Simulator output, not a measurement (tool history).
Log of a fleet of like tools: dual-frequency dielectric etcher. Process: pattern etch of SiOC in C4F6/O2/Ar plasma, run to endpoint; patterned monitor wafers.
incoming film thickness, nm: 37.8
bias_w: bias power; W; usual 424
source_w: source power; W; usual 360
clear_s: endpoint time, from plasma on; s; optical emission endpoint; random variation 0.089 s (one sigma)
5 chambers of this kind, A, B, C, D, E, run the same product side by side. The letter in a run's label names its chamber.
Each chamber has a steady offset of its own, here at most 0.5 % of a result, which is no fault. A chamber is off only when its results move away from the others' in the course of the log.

run	hour	bias_w	source_w	clear_s
1D	6.3	424	360	14.056
2E	10.9	424	360	13.995
3B	15.7	424	360	14.296
4A	19.0	424	360	14.138
5C	25.3	424	440	13.055
6D	28.1	424	440	13.088
7E	33.7	424	440	13.169
8B	37.3	424	440	13.064
9C	41.1	424	440	13.133
# hour 44.3: chamber A: wet clean of the chamber
10A	47.1	424	360	14.079
11D	53.3	424	360	13.785
12A	57.9	424	360	14.070
13B	63.1	424	360	14.141
14E	66.8	424	360	14.203
15C	71.5	424	360	14.259
16A	76.7	424	360	14.004
17E	79.6	424	360	14.021
18D	84.7	424	360	13.897
19C	87.7	344	390	14.715
# hour 91.3: chamber C: wet clean of the chamber
20B	93.3	344	390	14.667
21B	96.3	344	390	14.840
22A	100.3	344	390	14.835
23D	103.3	344	390	14.432
24E	109.0	424	360	13.943
25C	113.8	424	360	14.104
26E	116.8	338	360	15.264
27C	123.1	338	360	15.264
28B	125.9	338	360	15.537
29A	130.9	338	360	15.299
30D	135.8	338	360	15.197
31B	139.9	424	360	14.300
32C	146.1	424	360	14.087
# hour 146.7: chamber D: wet clean of the chamber
33A	150.8	385	420	13.696
34D	154.7	385	420	13.700
35E	159.4	385	420	13.923
36E	163.6	385	420	13.604
37B	166.8	385	420	13.949
38D	170.8	424	440	12.925
39C	175.7	424	440	13.022

All 5 chambers run these settings next. Forecast each chamber's results:
40A	180.2	424	360	?
40B	180.2	424	360	?
40C	180.2	424	360	?
40D	180.2	424	360	?
40E	180.2	424	360	?

run	clear_s
40A	14.208
40B	13.977
40C	14.049
40D	14.079
40E	14.144
